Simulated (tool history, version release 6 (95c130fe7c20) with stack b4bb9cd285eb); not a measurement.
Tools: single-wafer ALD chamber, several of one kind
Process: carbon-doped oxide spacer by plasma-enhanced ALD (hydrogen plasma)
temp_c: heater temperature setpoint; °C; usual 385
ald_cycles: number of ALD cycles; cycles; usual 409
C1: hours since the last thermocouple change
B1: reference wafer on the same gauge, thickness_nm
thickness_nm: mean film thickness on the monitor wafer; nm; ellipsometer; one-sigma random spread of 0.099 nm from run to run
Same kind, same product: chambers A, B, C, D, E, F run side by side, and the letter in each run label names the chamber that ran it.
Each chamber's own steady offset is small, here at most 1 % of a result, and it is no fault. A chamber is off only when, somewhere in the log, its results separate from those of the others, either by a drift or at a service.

run 1F hour=12.9 | temp_c=385 ald_cycles=409 | C1=635.1 | B1=22.011 | thickness_nm=20.389
run 2D hour=27.8 | temp_c=385 ald_cycles=409 | C1=1317.8 | B1=21.997 | thickness_nm=20.632
run 3E hour=36.2 | temp_c=385 ald_cycles=409 | C1=780.1 | B1=21.995 | thickness_nm=20.727
run 4B hour=47.2 | temp_c=385 ald_cycles=409 | C1=174.4 | B1=22.027 | thickness_nm=20.56
run 5C hour=60.4 | temp_c=385 ald_cycles=409 | C1=296.7 | B1=22.024 | thickness_nm=20.597
run 6A hour=75.3 | temp_c=385 ald_cycles=409 | C1=1391.8 | B1=22.012 | thickness_nm=20.236
run 7E hour=83.1 | temp_c=385 ald_cycles=363 | C1=827 | B1=22.025 | thickness_nm=18.371
run 8F hour=98 | temp_c=385 ald_cycles=363 | C1=720.2 | B1=21.985 | thickness_nm=18.105
run 9C hour=112.9 | temp_c=385 ald_cycles=363 | C1=349.2 | B1=21.999 | thickness_nm=18.14
run 10D hour=127.2 | temp_c=385 ald_cycles=363 | C1=1417.2 | B1=21.985 | thickness_nm=18.248
run 11B hour=139.9 | temp_c=385 ald_cycles=363 | C1=267.1 | B1=21.996 | thickness_nm=18.286
run 12A hour=153.7 | temp_c=385 ald_cycles=363 | C1=1470.2 | B1=22.016 | thickness_nm=18.029
run 13D hour=162.6 | temp_c=375 ald_cycles=409 | C1=1452.6 | B1=21.982 | thickness_nm=20.683
run 14A hour=171.9 | temp_c=375 ald_cycles=409 | C1=1488.4 | B1=21.997 | thickness_nm=20.385
run 15E hour=186.7 | temp_c=375 ald_cycles=409 | C1=930.6 | B1=21.98 | thickness_nm=20.556
run 16F hour=198.9 | temp_c=375 ald_cycles=409 | C1=821.1 | B1=21.988 | thickness_nm=20.551
run 17B hour=206.1 | temp_c=375 ald_cycles=409 | C1=333.3 | B1=22.012 | thickness_nm=20.598
run 18C hour=220.4 | temp_c=375 ald_cycles=409 | C1=456.7 | B1=22.011 | thickness_nm=20.461
run 19D hour=230.8 | temp_c=385 ald_cycles=409 | C1=1520.8 | B1=21.987 | thickness_nm=20.512
run 20E hour=247.3 | temp_c=385 ald_cycles=409 | C1=991.2 | B1=22.001 | thickness_nm=20.468
run 21A hour=262 | temp_c=385 ald_cycles=409 | C1=1578.5 | B1=21.999 | thickness_nm=20.341
run 22F hour=271.7 | temp_c=385 ald_cycles=409 | C1=893.9 | B1=21.997 | thickness_nm=20.297
run 23C hour=284.4 | temp_c=385 ald_cycles=409 | C1=520.7 | B1=21.992 | thickness_nm=20.657
run 24B hour=298.8 | temp_c=393 ald_cycles=409 | C1=426 | B1=21.999 | thickness_nm=20.445
run 25B hour=311 | temp_c=393 ald_cycles=409 | C1=438.2 | B1=21.999 | thickness_nm=20.702
run 26E hour=325 | temp_c=393 ald_cycles=409 | C1=1068.9 | B1=22.001 | thickness_nm=20.649
run 27F hour=336.7 | temp_c=393 ald_cycles=409 | C1=958.9 | B1=21.991 | thickness_nm=20.515
run 28A hour=350.6 | temp_c=393 ald_cycles=409 | C1=1667.1 | B1=22.001 | thickness_nm=20.401
run 29D hour=361.1 | temp_c=393 ald_cycles=409 | C1=1651.1 | B1=22.008 | thickness_nm=20.42
run 30C hour=372.5 | temp_c=385 ald_cycles=409 | C1=608.8 | B1=21.978 | thickness_nm=20.57
run 31C hour=382.5 | temp_c=385 ald_cycles=409 | C1=618.8 | B1=22.016 | thickness_nm=20.558
run 32A hour=393.5 | temp_c=385 ald_cycles=409 | C1=1710 | B1=21.984 | thickness_nm=20.499
run 33B hour=403.7 | temp_c=385 ald_cycles=409 | C1=530.9 | B1=22.013 | thickness_nm=20.29
run 34F hour=412.2 | temp_c=385 ald_cycles=409 | C1=1034.4 | B1=22.018 | thickness_nm=20.38
run 35E hour=426 | temp_c=385 ald_cycles=409 | C1=1169.9 | B1=22.013 | thickness_nm=20.583
run 36D hour=440.8 | temp_c=385 ald_cycles=409 | C1=1730.8 | B1=22 | thickness_nm=20.507
run 37E hour=456.6 | temp_c=392 ald_cycles=330 | C1=1200.5 | B1=22.016 | thickness_nm=16.55
run 38F hour=464.5 | temp_c=392 ald_cycles=330 | C1=1086.7 | B1=22.005 | thickness_nm=16.367
run 39C hour=478.3 | temp_c=392 ald_cycles=330 | C1=714.6 | B1=21.992 | thickness_nm=16.662
run 40A hour=486.2 | temp_c=392 ald_cycles=330 | C1=1802.7 | B1=21.997 | thickness_nm=16.455
run 41B hour=501.3 | temp_c=392 ald_cycles=330 | C1=628.5 | B1=22.036 | thickness_nm=16.656

Next, every chamber runs the same settings. What will each give?
run 42A hour=513.1 | temp_c=385 ald_cycles=409 | thickness_nm=?
run 42B hour=513.1 | temp_c=385 ald_cycles=409 | thickness_nm=?
run 42C hour=513.1 | temp_c=385 ald_cycles=409 | thickness_nm=?
run 42D hour=513.1 | temp_c=385 ald_cycles=409 | thickness_nm=?
run 42E hour=513.1 | temp_c=385 ald_cycles=409 | thickness_nm=?
run 42F hour=513.1 | temp_c=385 ald_cycles=409 | thickness_nm=?

run=42A thickness_nm=20.335
run=42B thickness_nm=20.384
run=42C thickness_nm=20.518
run=42D thickness_nm=20.681
run=42E thickness_nm=20.726
run=42F thickness_nm=20.354
